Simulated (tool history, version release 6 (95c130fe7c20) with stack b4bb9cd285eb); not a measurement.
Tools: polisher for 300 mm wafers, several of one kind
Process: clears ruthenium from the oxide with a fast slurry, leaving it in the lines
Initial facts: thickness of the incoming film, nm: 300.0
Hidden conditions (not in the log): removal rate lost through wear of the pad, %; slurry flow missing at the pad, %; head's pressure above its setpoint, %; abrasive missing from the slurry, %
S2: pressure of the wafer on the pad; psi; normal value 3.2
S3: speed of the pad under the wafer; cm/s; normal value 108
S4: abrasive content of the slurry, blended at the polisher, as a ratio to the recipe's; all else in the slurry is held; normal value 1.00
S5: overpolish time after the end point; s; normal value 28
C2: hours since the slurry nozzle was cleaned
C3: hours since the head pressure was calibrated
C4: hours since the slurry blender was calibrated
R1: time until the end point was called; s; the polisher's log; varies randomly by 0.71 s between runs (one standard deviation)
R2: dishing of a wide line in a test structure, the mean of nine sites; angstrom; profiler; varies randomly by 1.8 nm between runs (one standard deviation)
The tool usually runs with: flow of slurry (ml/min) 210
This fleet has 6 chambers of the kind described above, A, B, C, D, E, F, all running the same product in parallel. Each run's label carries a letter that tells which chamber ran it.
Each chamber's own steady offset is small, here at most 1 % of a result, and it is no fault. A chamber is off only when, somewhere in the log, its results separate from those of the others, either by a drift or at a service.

{"hour": 1.6, "done": "chamber E: slurry blender recalibrated"}
{"run": "1F", "hour": 6.8, "flow of slurry (ml/min)": 210, "S2": 3.2, "S3": 108, "S4": 1.0, "S5": 28, "wafers polished on this pad": 146, "C2": 84.7, "C3": 54.0, "C4": 163.8, "R1": 64.284, "R2": 961.92}
{"hour": 7.1, "done": "chamber F: slurry blender recalibrated"}
{"hour": 10.8, "done": "chamber D: worn pad replaced by a new one"}
{"run": "2D", "hour": 20.0, "flow of slurry (ml/min)": 210, "S2": 3.2, "S3": 108, "S4": 1.0, "S5": 28, "wafers polished on this pad": 83, "C2": 453.0, "C3": 238.3, "C4": 97.6, "R1": 61.671, "R2": 958.74}
{"hour": 20.7, "done": "chamber C: worn pad replaced by a new one"}
{"run": "3B", "hour": 26.8, "flow of slurry (ml/min)": 210, "S2": 3.2, "S3": 108, "S4": 1.0, "S5": 28, "wafers polished on this pad": 266, "C2": 172.6, "C3": 92.3, "C4": 54.0, "R1": 61.705, "R2": 945.98}
{"run": "4C", "hour": 33.0, "flow of slurry (ml/min)": 210, "S2": 3.2, "S3": 108, "S4": 1.0, "S5": 28, "wafers polished on this pad": 111, "C2": 409.9, "C3": 1224.7, "C4": 62.7, "R1": 61.423, "R2": 948.83}
{"run": "5A", "hour": 42.6, "flow of slurry (ml/min)": 210, "S2": 3.2, "S3": 108, "S4": 1.0, "S5": 28, "wafers polished on this pad": 626, "C2": 192.7, "C3": 299.9, "C4": 167.4, "R1": 61.7, "R2": 933.04}
{"hour": 44.1, "done": "chamber A: worn pad replaced by a new one"}
{"run": "6E", "hour": 50.1, "flow of slurry (ml/min)": 210, "S2": 3.2, "S3": 108, "S4": 1.0, "S5": 28, "wafers polished on this pad": 609, "C2": 501.0, "C3": 573.6, "C4": 48.5, "R1": 61.803, "R2": 952.09}
{"hour": 55.3, "done": "chamber E: worn pad replaced by a new one"}
{"run": "7A", "hour": 61.3, "flow of slurry (ml/min)": 210, "S2": 3.2, "S3": 108, "S4": 1.0, "S5": 28, "wafers polished on this pad": 156, "C2": 211.4, "C3": 318.6, "C4": 186.1, "R1": 62.801, "R2": 921.36}
{"hour": 64.7, "done": "chamber C: slurry blender recalibrated"}
{"hour": 65.3, "done": "chamber F: worn pad replaced by a new one"}
{"run": "8E", "hour": 67.2, "flow of slurry (ml/min)": 210, "S2": 3.2, "S3": 108, "S4": 1.0, "S5": 28, "wafers polished on this pad": 108, "C2": 518.1, "C3": 590.7, "C4": 65.6, "R1": 62.568, "R2": 939.47}
{"hour": 71.9, "done": "chamber A: slurry nozzle cleaned"}
{"run": "9C", "hour": 79.0, "flow of slurry (ml/min)": 210, "S2": 3.2, "S3": 108, "S4": 1.0, "S5": 28, "wafers polished on this pad": 529, "C2": 455.9, "C3": 1270.7, "C4": 14.4, "R1": 62.68, "R2": 957.92}
{"hour": 89.5, "done": "chamber D: worn pad replaced by a new one"}
{"run": "10F", "hour": 92.0, "flow of slurry (ml/min)": 230, "S2": 3.2, "S3": 90, "S4": 1.0, "S5": 28, "wafers polished on this pad": 242, "C2": 169.9, "C3": 139.2, "C4": 85.0, "R1": 73.096, "R2": 830.47}
{"hour": 97.8, "done": "chamber B: worn pad replaced by a new one"}
{"run": "11B", "hour": 98.2, "flow of slurry (ml/min)": 230, "S2": 3.2, "S3": 90, "S4": 1.0, "S5": 28, "wafers polished on this pad": 4, "C2": 244.0, "C3": 163.7, "C4": 125.4, "R1": 74.702, "R2": 823.53}
{"hour": 105.3, "done": "chamber E: slurry nozzle cleaned"}
{"hour": 110.0, "done": "chamber A: worn pad replaced by a new one"}
{"run": "12D", "hour": 110.1, "flow of slurry (ml/min)": 230, "S2": 3.2, "S3": 90, "S4": 1.0, "S5": 28, "wafers polished on this pad": 187, "C2": 543.1, "C3": 328.4, "C4": 187.7, "R1": 74.668, "R2": 828.88}
{"run": "13B", "hour": 117.0, "flow of slurry (ml/min)": 230, "S2": 3.2, "S3": 90, "S4": 1.0, "S5": 28, "wafers polished on this pad": 175, "C2": 262.8, "C3": 182.5, "C4": 144.2, "R1": 75.455, "R2": 820.43}
{"hour": 117.3, "done": "chamber B: slurry nozzle cleaned"}
{"run": "14F", "hour": 124.6, "flow of slurry (ml/min)": 230, "S2": 3.2, "S3": 90, "S4": 1.0, "S5": 28, "wafers polished on this pad": 538, "C2": 202.5, "C3": 171.8, "C4": 117.6, "R1": 75.346, "R2": 825.04}
{"hour": 128.7, "done": "chamber D: slurry nozzle cleaned"}
{"hour": 128.9, "done": "chamber C: worn pad replaced by a new one"}
{"hour": 128.9, "done": "chamber F: slurry nozzle cleaned"}
{"hour": 132.1, "done": "chamber C: head pressure recalibrated"}
{"hour": 134.0, "done": "chamber E: slurry blender recalibrated"}
{"run": "15D", "hour": 136.8, "flow of slurry (ml/min)": 230, "S2": 3.2, "S3": 90, "S4": 1.0, "S5": 28, "wafers polished on this pad": 429, "C2": 8.1, "C3": 355.1, "C4": 214.4, "R1": 74.146, "R2": 798.02}
{"hour": 138.1, "done": "chamber E: worn pad replaced by a new one"}
{"hour": 146.4, "done": "chamber C: slurry nozzle cleaned"}
{"run": "16E", "hour": 146.6, "flow of slurry (ml/min)": 210, "S2": 2.2, "S3": 108, "S4": 1.0, "S5": 28, "wafers polished on this pad": 77, "C2": 41.3, "C3": 670.1, "C4": 12.7, "R1": 90.539, "R2": 692.19}
{"hour": 147.6, "done": "chamber F: worn pad replaced by a new one"}
{"run": "17A", "hour": 153.4, "flow of slurry (ml/min)": 210, "S2": 2.2, "S3": 108, "S4": 1.0, "S5": 28, "wafers polished on this pad": 393, "C2": 81.5, "C3": 410.7, "C4": 278.2, "R1": 89.319, "R2": 733.03}
{"hour": 155.6, "done": "chamber F: slurry blender recalibrated"}
{"run": "18C", "hour": 159.6, "flow of slurry (ml/min)": 210, "S2": 2.2, "S3": 108, "S4": 1.0, "S5": 28, "wafers polished on this pad": 279, "C2": 13.3, "C3": 27.5, "C4": 95.0, "R1": 90.685, "R2": 707.65}
{"hour": 160.9, "done": "chamber C: slurry blender recalibrated"}
{"run": "19F", "hour": 169.5, "flow of slurry (ml/min)": 210, "S2": 2.2, "S3": 108, "S4": 1.0, "S5": 28, "wafers polished on this pad": 198, "C2": 40.7, "C3": 216.7, "C4": 13.9, "R1": 91.394, "R2": 696.97}
{"hour": 173.8, "done": "chamber A: slurry blender recalibrated"}
{"run": "20D", "hour": 177.3, "flow of slurry (ml/min)": 210, "S2": 2.2, "S3": 108, "S4": 1.0, "S5": 28, "wafers polished on this pad": 796, "C2": 48.6, "C3": 395.6, "C4": 254.9, "R1": 91.235, "R2": 697.25}
{"hour": 177.7, "done": "chamber D: worn pad replaced by a new one"}
{"run": "21B", "hour": 183.6, "flow of slurry (ml/min)": 210, "S2": 2.2, "S3": 108, "S4": 1.0, "S5": 28, "wafers polished on this pad": 779, "C2": 66.4, "C3": 249.1, "C4": 210.8, "R1": 90.272, "R2": 709.18}
{"hour": 189.9, "done": "chamber D: slurry blender recalibrated"}
{"run": "22A", "hour": 190.6, "flow of slurry (ml/min)": 210, "S2": 3.2, "S3": 108, "S4": 1.0, "S5": 28, "wafers polished on this pad": 731, "C2": 118.7, "C3": 447.9, "C4": 16.9, "R1": 62.162, "R2": 966.51}
{"hour": 196.3, "done": "chamber A: worn pad replaced by a new one"}
{"hour": 199.9, "done": "chamber D: head pressure recalibrated"}
{"hour": 201.4, "done": "chamber B: slurry blender recalibrated"}
{"run": "23C", "hour": 202.3, "flow of slurry (ml/min)": 210, "S2": 3.2, "S3": 108, "S4": 1.0, "S5": 28, "wafers polished on this pad": 666, "C2": 56.0, "C3": 70.2, "C4": 41.5, "R1": 62.266, "R2": 965.97}
{"hour": 203.3, "done": "chamber A: head pressure recalibrated"}
{"run": "24E", "hour": 213.9, "flow of slurry (ml/min)": 210, "S2": 3.2, "S3": 108, "S4": 1.0, "S5": 28, "wafers polished on this pad": 688, "C2": 108.6, "C3": 737.4, "C4": 80.0, "R1": 62.869, "R2": 953.5}
{"hour": 214.4, "done": "chamber F: worn pad replaced by a new one"}
{"hour": 217.6, "done": "chamber E: worn pad replaced by a new one"}
{"hour": 219.3, "done": "chamber B: worn pad replaced by a new one"}
{"run": "25A", "hour": 222.0, "flow of slurry (ml/min)": 210, "S2": 3.2, "S3": 108, "S4": 1.0, "S5": 28, "wafers polished on this pad": 233, "C2": 150.1, "C3": 18.7, "C4": 48.3, "R1": 62.762, "R2": 987.95}
{"run": "26C", "hour": 233.0, "flow of slurry (ml/min)": 210, "S2": 3.2, "S3": 108, "S4": 1.0, "S5": 28, "wafers polished on this pad": 945, "C2": 86.7, "C3": 100.9, "C4": 72.2, "R1": 61.985, "R2": 965.48}
{"hour": 240.7, "done": "chamber C: worn pad replaced by a new one"}
{"run": "27F", "hour": 241.9, "flow of slurry (ml/min)": 210, "S2": 3.2, "S3": 108, "S4": 1.0, "S5": 28, "wafers polished on this pad": 250, "C2": 113.1, "C3": 289.1, "C4": 86.3, "R1": 62.493, "R2": 949.57}
{"run": "28D", "hour": 250.5, "flow of slurry (ml/min)": 210, "S2": 3.2, "S3": 108, "S4": 1.0, "S5": 28, "wafers polished on this pad": 661, "C2": 121.8, "C3": 50.7, "C4": 60.6, "R1": 62.665, "R2": 938.73}
{"hour": 257.9, "done": "chamber D: worn pad replaced by a new one"}
{"hour": 259.1, "done": "chamber E: slurry blender recalibrated"}
{"hour": 262.0, "done": "chamber C: slurry blender recalibrated"}
{"run": "29B", "hour": 262.4, "flow of slurry (ml/min)": 210, "S2": 3.2, "S3": 92, "S4": 1.25, "S5": 28, "wafers polished on this pad": 391, "C2": 145.2, "C3": 327.9, "C4": 61.0, "R1": 66.123, "R2": 900.21}
{"run": "30E", "hour": 274.4, "flow of slurry (ml/min)": 210, "S2": 3.2, "S3": 92, "S4": 1.25, "S5": 28, "wafers polished on this pad": 516, "C2": 169.1, "C3": 797.9, "C4": 15.3, "R1": 67.524, "R2": 913.45}
{"hour": 284.2, "done": "chamber A: worn pad replaced by a new one"}
{"run": "31F", "hour": 286.2, "flow of slurry (ml/min)": 210, "S2": 3.2, "S3": 92, "S4": 1.25, "S5": 28, "wafers polished on this pad": 652, "C2": 157.4, "C3": 333.4, "C4": 130.6, "R1": 67.284, "R2": 907.04}
{"hour": 292.3, "done": "chamber A: slurry nozzle cleaned"}
{"hour": 293.3, "done": "chamber F: worn pad replaced by a new one"}
{"hour": 294.4, "done": "chamber F: slurry blender recalibrated"}
{"run": "32B", "hour": 296.4, "flow of slurry (ml/min)": 210, "S2": 3.2, "S3": 92, "S4": 1.25, "S5": 28, "wafers polished on this pad": 700, "C2": 179.2, "C3": 361.9, "C4": 95.0, "R1": 65.481, "R2": 895.36}
{"hour": 300.3, "done": "chamber E: worn pad replaced by a new one"}
{"run": "33D", "hour": 307.2, "flow of slurry (ml/min)": 210, "S2": 3.2, "S3": 92, "S4": 1.25, "S5": 28, "wafers polished on this pad": 448, "C2": 178.5, "C3": 107.4, "C4": 117.3, "R1": 66.298, "R2": 904.19}
{"run": "34A", "hour": 316.7, "flow of slurry (ml/min)": 210, "S2": 3.2, "S3": 92, "S4": 1.25, "S5": 28, "wafers polished on this pad": 295, "C2": 24.4, "C3": 113.4, "C4": 143.0, "R1": 67.212, "R2": 896.28}
{"run": "35C", "hour": 324.6, "flow of slurry (ml/min)": 210, "S2": 3.2, "S3": 108, "S4": 1.0, "S5": 28, "wafers polished on this pad": 761, "C2": 178.3, "C3": 192.5, "C4": 62.6, "R1": 61.044, "R2": 941.33}
{"hour": 327.4, "done": "chamber F: slurry nozzle cleaned"}
{"run": "36E", "hour": 330.7, "flow of slurry (ml/min)": 170, "S2": 3.2, "S3": 108, "S4": 1.0, "S5": 28, "wafers polished on this pad": 276, "C2": 225.4, "C3": 854.2, "C4": 71.6, "R1": 65.208, "R2": 945.43}
{"run": "37F", "hour": 341.8, "flow of slurry (ml/min)": 170, "S2": 3.2, "S3": 108, "S4": 1.0, "S5": 28, "wafers polished on this pad": 440, "C2": 14.4, "C3": 389.0, "C4": 47.5, "R1": 65.839, "R2": 932.06}
{"hour": 343.8, "done": "chamber C: worn pad replaced by a new one"}
{"run": "38E", "hour": 352.9, "flow of slurry (ml/min)": 170, "S2": 3.2, "S3": 108, "S4": 1.0, "S5": 28, "wafers polished on this pad": 477, "C2": 247.6, "C3": 876.4, "C4": 93.8, "R1": 63.896, "R2": 921.61}
{"hour": 354.7, "done": "chamber A: worn pad replaced by a new one"}
{"hour": 356.8, "done": "chamber D: worn pad replaced by a new one"}
{"hour": 358.5, "done": "chamber C: slurry blender recalibrated"}
{"run": "39A", "hour": 363.6, "flow of slurry (ml/min)": 170, "S2": 3.2, "S3": 108, "S4": 1.0, "S5": 28, "wafers polished on this pad": 81, "C2": 71.3, "C3": 160.3, "C4": 189.9, "R1": 63.895, "R2": 957.91}
{"run": "40C", "hour": 374.0, "flow of slurry (ml/min)": 170, "S2": 3.2, "S3": 108, "S4": 1.0, "S5": 28, "wafers polished on this pad": 274, "C2": 227.7, "C3": 241.9, "C4": 15.5, "R1": 63.952, "R2": 904.82}
{"run": "41D", "hour": 384.2, "flow of slurry (ml/min)": 170, "S2": 3.2, "S3": 108, "S4": 1.0, "S5": 28, "wafers polished on this pad": 249, "C2": 255.5, "C3": 184.4, "C4": 194.3, "R1": 64.503, "R2": 948.75}

For the next run the whole fleet of 6 chambers uses the same settings. Give each chamber's results:
{"run": "42A", "hour": 393.7, "flow of slurry (ml/min)": 185, "S2": 3.2, "S3": 108, "S4": 1.0, "S5": 28, "R1": "?", "R2": "?"}
{"run": "42B", "hour": 393.7, "flow of slurry (ml/min)": 185, "S2": 3.2, "S3": 108, "S4": 1.0, "S5": 28, "R1": "?", "R2": "?"}
{"run": "42C", "hour": 393.7, "flow of slurry (ml/min)": 185, "S2": 3.2, "S3": 108, "S4": 1.0, "S5": 28, "R1": "?", "R2": "?"}
{"run": "42D", "hour": 393.7, "flow of slurry (ml/min)": 185, "S2": 3.2, "S3": 108, "S4": 1.0, "S5": 28, "R1": "?", "R2": "?"}
{"run": "42E", "hour": 393.7, "flow of slurry (ml/min)": 185, "S2": 3.2, "S3": 108, "S4": 1.0, "S5": 28, "R1": "?", "R2": "?"}
{"run": "42F", "hour": 393.7, "flow of slurry (ml/min)": 185, "S2": 3.2, "S3": 108, "S4": 1.0, "S5": 28, "R1": "?", "R2": "?"}

run=42A R1=63.741 R2=938.60
run=42B R1=64.715 R2=901.32
run=42C R1=63.410 R2=918.99
run=42D R1=64.163 R2=921.60
run=42E R1=63.757 R2=961.52
run=42F R1=64.033 R2=941.42
